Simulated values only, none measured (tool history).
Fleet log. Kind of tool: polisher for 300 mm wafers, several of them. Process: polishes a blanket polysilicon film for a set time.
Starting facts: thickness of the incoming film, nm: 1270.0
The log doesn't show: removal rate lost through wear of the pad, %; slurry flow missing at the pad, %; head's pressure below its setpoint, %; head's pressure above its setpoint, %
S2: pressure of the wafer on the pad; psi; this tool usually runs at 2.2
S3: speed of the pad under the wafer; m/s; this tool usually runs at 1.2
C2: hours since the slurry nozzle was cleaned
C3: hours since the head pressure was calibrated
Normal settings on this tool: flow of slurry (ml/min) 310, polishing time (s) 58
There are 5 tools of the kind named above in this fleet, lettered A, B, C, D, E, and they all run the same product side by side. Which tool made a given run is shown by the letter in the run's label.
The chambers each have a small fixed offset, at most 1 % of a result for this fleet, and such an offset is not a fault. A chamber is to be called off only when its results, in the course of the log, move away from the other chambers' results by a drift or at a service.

Run 1B, hour 5.1: usual settings; wafers polished on this pad 112; C2 710.6; C3 230. Result: film removed (nm) 536.21.
At hour 7.8: chamber E: worn pad replaced by a new one.
At hour 10.1: chamber C: slurry nozzle cleaned.
Run 2D, hour 10.7: usual settings; wafers polished on this pad 1009; C2 273.6; C3 532.2. Result: film removed (nm) 523.84.
At hour 15.3: chamber A: slurry nozzle cleaned.
Run 3E, hour 16.4: usual settings; wafers polished on this pad 87; C2 497.2; C3 643.7. Result: film removed (nm) 528.97.
Run 4A, hour 19.8: usual settings; wafers polished on this pad 483; C2 4.6; C3 381.3. Result: film removed (nm) 535.09.
At hour 21.1: chamber B: slurry nozzle cleaned.
Run 5C, hour 25.7: usual settings; wafers polished on this pad 353; C2 15.7; C3 907. Result: film removed (nm) 537.99.
Run 6E, hour 30.7: usual settings; wafers polished on this pad 230; C2 511.5; C3 658. Result: film removed (nm) 530.03.
Run 7D, hour 36.5: usual settings; wafers polished on this pad 1268; C2 299.4; C3 558. Result: film removed (nm) 527.13.
At hour 41: chamber D: worn pad replaced by a new one.
Run 8C, hour 43.9: usual settings; wafers polished on this pad 536; C2 33.9; C3 925.2. Result: film removed (nm) 530.02.
Run 9B, hour 48.5: usual settings; wafers polished on this pad 548; C2 27.4; C3 273.4. Result: film removed (nm) 537.61.
Run 10A, hour 52.3: usual settings but flow of slurry (ml/min) 220, S3 0.9 m/s; wafers polished on this pad 809; C2 37.1; C3 413.8. Result: film removed (nm) 381.25.
Run 11A, hour 57.7: usual settings but flow of slurry (ml/min) 220, S3 0.9 m/s; wafers polished on this pad 864; C2 42.5; C3 419.2. Result: film removed (nm) 373.32.
Run 12E, hour 63.8: usual settings but flow of slurry (ml/min) 220, S3 0.9 m/s; wafers polished on this pad 562; C2 544.6; C3 691.1. Result: film removed (nm) 375.33.
At hour 64.3: chamber A: worn pad replaced by a new one.
Run 13B, hour 69: usual settings but flow of slurry (ml/min) 220, S3 0.9 m/s; wafers polished on this pad 753; C2 47.9; C3 293.9. Result: film removed (nm) 387.19.
Run 14D, hour 72.9: usual settings but flow of slurry (ml/min) 220, S3 0.9 m/s; wafers polished on this pad 320; C2 335.8; C3 594.4. Result: film removed (nm) 379.76.
At hour 77.4: chamber C: worn pad replaced by a new one.
Run 15C, hour 78.8: usual settings; wafers polished on this pad 14; C2 68.8; C3 960.1. Result: film removed (nm) 537.39.
At hour 82.3: chamber B: worn pad replaced by a new one.
Run 16D, hour 83.2: usual settings but S3 1.44 m/s; wafers polished on this pad 423; C2 346.1; C3 604.7. Result: film removed (nm) 637.23.
Run 17B, hour 89.9: usual settings but S3 1.44 m/s; wafers polished on this pad 77; C2 68.8; C3 314.8. Result: film removed (nm) 645.2.
Run 18C, hour 96.1: usual settings but S3 1.44 m/s; wafers polished on this pad 188; C2 86.1; C3 977.4. Result: film removed (nm) 636.11.
Run 19E, hour 103.6: usual settings but S3 1.44 m/s; wafers polished on this pad 961; C2 584.4; C3 730.9. Result: film removed (nm) 648.52.
Run 20A, hour 108.1: usual settings but S3 1.44 m/s; wafers polished on this pad 440; C2 92.9; C3 469.6. Result: film removed (nm) 615.76.
At hour 108.4: chamber E: slurry nozzle cleaned.
At hour 115.4: chamber E: worn pad replaced by a new one.
Run 21C, hour 115.9: usual settings; wafers polished on this pad 386; C2 105.9; C3 997.2. Result: film removed (nm) 536.04.
Run 22B, hour 122.3: usual settings but flow of slurry (ml/min) 355, S3 1.34 m/s; wafers polished on this pad 402; C2 101.2; C3 347.2. Result: film removed (nm) 606.18.
At hour 122.4: chamber D: head pressure recalibrated.
Run 23D, hour 127.2: usual settings but flow of slurry (ml/min) 355, S3 1.34 m/s; wafers polished on this pad 865; C2 390.1; C3 4.9. Result: film removed (nm) 601.69.
Run 24E, hour 132.2: usual settings but flow of slurry (ml/min) 355, S3 1.34 m/s; wafers polished on this pad 168; C2 23.9; C3 759.5. Result: film removed (nm) 598.68.
Run 25A, hour 136.2: usual settings but flow of slurry (ml/min) 355, S3 1.34 m/s; wafers polished on this pad 722; C2 121; C3 497.7. Result: film removed (nm) 576.19.
Run 26B, hour 140.8: usual settings but flow of slurry (ml/min) 355, S3 1.34 m/s; wafers polished on this pad 587; C2 119.7; C3 365.7. Result: film removed (nm) 611.26.
Run 27E, hour 148.3: usual settings but flow of slurry (ml/min) 225; wafers polished on this pad 330; C2 40; C3 775.6. Result: film removed (nm) 517.38.
Run 28C, hour 152.7: usual settings but flow of slurry (ml/min) 225; wafers polished on this pad 756; C2 142.7; C3 1034. Result: film removed (nm) 515.63.
At hour 155.8: chamber A: worn pad replaced by a new one.
Run 29D, hour 160.3: usual settings but flow of slurry (ml/min) 225; wafers polished on this pad 1197; C2 423.2; C3 38. Result: film removed (nm) 510.94.
At hour 165.7: chamber C: worn pad replaced by a new one.
Run 30A, hour 167.6: usual settings but flow of slurry (ml/min) 225; wafers polished on this pad 119; C2 152.4; C3 529.1. Result: film removed (nm) 485.36.
At hour 169.5: chamber B: worn pad replaced by a new one.
Run 31E, hour 173.6: usual settings but flow of slurry (ml/min) 225; wafers polished on this pad 584; C2 65.3; C3 800.9. Result: film removed (nm) 523.37.
Run 32C, hour 179.6: usual settings; wafers polished on this pad 139; C2 169.6; C3 1060.9. Result: film removed (nm) 534.92.
Run 33D, hour 184.7: usual settings but flow of slurry (ml/min) 270, S2 2.4 psi; wafers polished on this pad 1442; C2 447.6; C3 62.4. Result: film removed (nm) 574.9.
Run 34B, hour 189.3: usual settings but flow of slurry (ml/min) 270, S2 2.4 psi; wafers polished on this pad 199; C2 168.2; C3 414.2. Result: film removed (nm) 583.06.
Run 35A, hour 197.1: usual settings but flow of slurry (ml/min) 270, S2 2.4 psi; wafers polished on this pad 415; C2 181.9; C3 558.6. Result: film removed (nm) 530.6.
At hour 199.3: chamber D: worn pad replaced by a new one.
Run 36A, hour 204.3: usual settings but flow of slurry (ml/min) 270, S2 2.4 psi; wafers polished on this pad 487; C2 189.1; C3 565.8. Result: film removed (nm) 525.88.
Run 37B, hour 209.4: usual settings but flow of slurry (ml/min) 270, S2 2.4 psi; wafers polished on this pad 400; C2 188.3; C3 434.3. Result: film removed (nm) 579.87.
Run 38D, hour 215.6: usual settings; wafers polished on this pad 163; C2 478.5; C3 93.3. Result: film removed (nm) 537.18.
At hour 219.6: chamber E: worn pad replaced by a new one.
Run 39C, hour 220.5: usual settings; wafers polished on this pad 550; C2 210.5; C3 1101.8. Result: film removed (nm) 529.48.
Run 40E, hour 225.5: usual settings; wafers polished on this pad 60; C2 117.2; C3 852.8. Result: film removed (nm) 533.25.
Run 41A, hour 232.4: usual settings; wafers polished on this pad 769; C2 217.2; C3 593.9. Result: film removed (nm) 478.64.

Which is it: a chamber that has drifted or been left off by a service, a gauge drift common to all chambers, or only each chamber's usual small offset? If a chamber is off, name it and its likeliest cause.

Chamber A drifts away from the others.
What lies behind it: head's pressure below its setpoint, % = 10.2.

Chamber A could run next with any of the 4 candidate recipes listed below; each alters the usual settings, and their results appear as question marks. Which one brings its results back in line with what the other chambers deliver on the usual settings?
Counts as in line when no further than this from what the other chambers average on the usual settings: film removed (nm) 19
Run 42A-1, hour 238: usual settings but polishing time (s) 61. Result: film removed (nm) ?.
Run 42A-2, hour 238: usual settings but S2 2.1 psi. Result: film removed (nm) ?.
Run 42A-3, hour 238: usual settings but S2 2.1 psi, S3 1.16 m/s, polishing time (s) 56. Result: film removed (nm) ?.
Run 42A-4, hour 238: usual settings but S3 1.26 m/s, polishing time (s) 61. Result: film removed (nm) ?.

On the usual settings, the other chambers give on average: film removed (nm) 533.46
  run  film removed (nm)
42A-1             499.14
42A-2             452.69
42A-3             422.49
42A-4             524.13
It is 42A-4 that realigns the chamber with its peers.
